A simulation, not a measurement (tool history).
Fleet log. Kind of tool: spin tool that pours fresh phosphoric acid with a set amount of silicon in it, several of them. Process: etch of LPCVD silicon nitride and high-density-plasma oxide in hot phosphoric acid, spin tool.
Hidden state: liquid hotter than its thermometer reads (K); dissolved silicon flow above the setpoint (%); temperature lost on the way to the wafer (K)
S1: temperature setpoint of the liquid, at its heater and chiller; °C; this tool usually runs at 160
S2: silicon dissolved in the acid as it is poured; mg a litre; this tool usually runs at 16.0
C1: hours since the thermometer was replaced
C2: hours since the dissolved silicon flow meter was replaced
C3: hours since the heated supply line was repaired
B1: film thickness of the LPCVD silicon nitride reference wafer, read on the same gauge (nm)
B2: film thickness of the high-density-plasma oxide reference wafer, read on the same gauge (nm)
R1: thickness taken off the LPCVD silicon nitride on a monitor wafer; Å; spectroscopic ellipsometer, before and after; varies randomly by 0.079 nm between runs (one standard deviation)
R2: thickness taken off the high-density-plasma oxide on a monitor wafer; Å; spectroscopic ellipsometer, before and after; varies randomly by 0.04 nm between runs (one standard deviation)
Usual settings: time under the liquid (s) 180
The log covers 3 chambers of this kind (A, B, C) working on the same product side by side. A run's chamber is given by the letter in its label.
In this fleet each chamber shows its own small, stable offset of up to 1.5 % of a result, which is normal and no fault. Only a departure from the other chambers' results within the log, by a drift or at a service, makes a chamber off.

{"run": "1C", "hour": 9.0, "S1": 160, "S2": 16.0, "time under the liquid (s)": 180, "C1": 311.4, "C2": 978.1, "C3": 3745.0, "B1": 109.96, "B2": 60.015, "R1": 155.71, "R2": 8.1776}
{"run": "2B", "hour": 15.5, "S1": 160, "S2": 16.0, "time under the liquid (s)": 180, "C1": 1270.5, "C2": 707.1, "C3": 993.0, "B1": 110.01, "B2": 60.037, "R1": 153.42, "R2": 8.1204}
{"run": "3A", "hour": 23.9, "S1": 160, "S2": 16.0, "time under the liquid (s)": 180, "C1": 1027.1, "C2": 451.7, "C3": 2282.5, "B1": 110.0, "B2": 60.03, "R1": 154.71, "R2": 8.7677}
{"run": "4B", "hour": 31.0, "S1": 160, "S2": 16.0, "time under the liquid (s)": 180, "C1": 1286.0, "C2": 722.6, "C3": 1008.5, "B1": 109.99, "B2": 59.989, "R1": 153.15, "R2": 8.3947}
{"run": "5C", "hour": 39.8, "S1": 160, "S2": 10.5, "time under the liquid (s)": 180, "C1": 342.2, "C2": 1008.9, "C3": 3775.8, "B1": 110.0, "B2": 60.001, "R1": 154.06, "R2": 9.7842}
{"run": "6A", "hour": 48.7, "S1": 160, "S2": 10.5, "time under the liquid (s)": 180, "C1": 1051.9, "C2": 476.5, "C3": 2307.3, "B1": 109.99, "B2": 59.974, "R1": 153.89, "R2": 9.4648}
{"run": "7A", "hour": 56.3, "S1": 160, "S2": 10.5, "time under the liquid (s)": 180, "C1": 1059.5, "C2": 484.1, "C3": 2314.9, "B1": 110.01, "B2": 60.0, "R1": 153.03, "R2": 9.1807}
{"run": "8B", "hour": 64.1, "S1": 160, "S2": 16.0, "time under the liquid (s)": 180, "C1": 1319.1, "C2": 755.7, "C3": 1041.6, "B1": 109.98, "B2": 59.989, "R1": 153.39, "R2": 8.5533}
{"run": "9C", "hour": 72.9, "S1": 160, "S2": 16.0, "time under the liquid (s)": 180, "C1": 375.3, "C2": 1042.0, "C3": 3808.9, "B1": 110.0, "B2": 59.992, "R1": 154.66, "R2": 7.9729}
{"run": "10A", "hour": 83.5, "S1": 160, "S2": 16.0, "time under the liquid (s)": 180, "C1": 1086.7, "C2": 511.3, "C3": 2342.1, "B1": 110.0, "B2": 59.967, "R1": 154.33, "R2": 8.2685}
{"run": "11C", "hour": 88.7, "S1": 160, "S2": 16.0, "time under the liquid (s)": 180, "C1": 391.1, "C2": 1057.8, "C3": 3824.7, "B1": 109.98, "B2": 60.002, "R1": 155.47, "R2": 8.5825}
{"run": "12B", "hour": 93.7, "S1": 160, "S2": 16.0, "time under the liquid (s)": 180, "C1": 1348.7, "C2": 785.3, "C3": 1071.2, "B1": 109.99, "B2": 60.03, "R1": 154.62, "R2": 8.8199}
{"run": "13C", "hour": 98.4, "S1": 160, "S2": 16.0, "time under the liquid (s)": 180, "C1": 400.8, "C2": 1067.5, "C3": 3834.4, "B1": 110.01, "B2": 60.0, "R1": 154.61, "R2": 7.6786}
{"run": "14A", "hour": 107.8, "S1": 160, "S2": 16.0, "time under the liquid (s)": 180, "C1": 1111.0, "C2": 535.6, "C3": 2366.4, "B1": 110.03, "B2": 59.985, "R1": 153.85, "R2": 8.5311}
{"run": "15B", "hour": 118.0, "S1": 160, "S2": 16.0, "time under the liquid (s)": 180, "C1": 1373.0, "C2": 809.6, "C3": 1095.5, "B1": 110.01, "B2": 60.014, "R1": 155.77, "R2": 9.1376}
{"run": "16A", "hour": 123.0, "S1": 160, "S2": 16.0, "time under the liquid (s)": 180, "C1": 1126.2, "C2": 550.8, "C3": 2381.6, "B1": 109.99, "B2": 59.971, "R1": 153.51, "R2": 8.1267}
{"run": "17B", "hour": 132.9, "S1": 160, "S2": 16.0, "time under the liquid (s)": 180, "C1": 1387.9, "C2": 824.5, "C3": 1110.4, "B1": 110.0, "B2": 59.99, "R1": 158.02, "R2": 9.1637}
{"run": "18C", "hour": 143.5, "S1": 160, "S2": 16.0, "time under the liquid (s)": 180, "C1": 445.9, "C2": 1112.6, "C3": 3879.5, "B1": 110.01, "B2": 60.004, "R1": 154.54, "R2": 8.7575}
{"run": "19C", "hour": 149.5, "S1": 160, "S2": 16.0, "time under the liquid (s)": 180, "C1": 451.9, "C2": 1118.6, "C3": 3885.5, "B1": 110.02, "B2": 59.996, "R1": 154.43, "R2": 8.3329}
{"run": "20A", "hour": 156.7, "S1": 160, "S2": 16.0, "time under the liquid (s)": 180, "C1": 1159.9, "C2": 584.5, "C3": 2415.3, "B1": 109.99, "B2": 60.003, "R1": 155.72, "R2": 8.5744}
{"run": "21B", "hour": 166.0, "S1": 160, "S2": 16.0, "time under the liquid (s)": 180, "C1": 1421.0, "C2": 857.6, "C3": 1143.5, "B1": 109.98, "B2": 60.005, "R1": 160.47, "R2": 8.6631}
{"run": "22C", "hour": 174.8, "S1": 160, "S2": 16.0, "time under the liquid (s)": 180, "C1": 477.2, "C2": 1143.9, "C3": 3910.8, "B1": 110.02, "B2": 60.034, "R1": 152.85, "R2": 8.3663}
{"run": "23B", "hour": 180.2, "S1": 160, "S2": 22.5, "time under the liquid (s)": 180, "C1": 1435.2, "C2": 871.8, "C3": 1157.7, "B1": 110.01, "B2": 60.011, "R1": 161.76, "R2": 7.4644}
{"run": "24A", "hour": 185.9, "S1": 160, "S2": 22.5, "time under the liquid (s)": 180, "C1": 1189.1, "C2": 613.7, "C3": 2444.5, "B1": 109.99, "B2": 60.003, "R1": 154.69, "R2": 6.8932}
{"run": "25C", "hour": 195.5, "S1": 160, "S2": 22.5, "time under the liquid (s)": 180, "C1": 497.9, "C2": 1164.6, "C3": 3931.5, "B1": 110.0, "B2": 59.982, "R1": 154.35, "R2": 7.0445}
{"run": "26B", "hour": 205.6, "S1": 160, "S2": 16.0, "time under the liquid (s)": 180, "C1": 1460.6, "C2": 897.2, "C3": 1183.1, "B1": 110.0, "B2": 60.016, "R1": 162.56, "R2": 9.5708}
{"run": "27A", "hour": 214.0, "S1": 160, "S2": 16.0, "time under the liquid (s)": 180, "C1": 1217.2, "C2": 641.8, "C3": 2472.6, "B1": 110.0, "B2": 59.999, "R1": 154.15, "R2": 8.4753}

For the next run the whole fleet of 3 chambers uses the same settings. Give each chamber's results:
{"run": "28A", "hour": 221.6, "S1": 160, "S2": 16.0, "time under the liquid (s)": 180, "R1": "?", "R2": "?"}
{"run": "28B", "hour": 221.6, "S1": 160, "S2": 16.0, "time under the liquid (s)": 180, "R1": "?", "R2": "?"}
{"run": "28C", "hour": 221.6, "S1": 160, "S2": 16.0, "time under the liquid (s)": 180, "R1": "?", "R2": "?"}

run=28A R1=152.58 R2=8.5881
run=28B R1=165.49 R2=9.6889
run=28C R1=154.08 R2=8.2011

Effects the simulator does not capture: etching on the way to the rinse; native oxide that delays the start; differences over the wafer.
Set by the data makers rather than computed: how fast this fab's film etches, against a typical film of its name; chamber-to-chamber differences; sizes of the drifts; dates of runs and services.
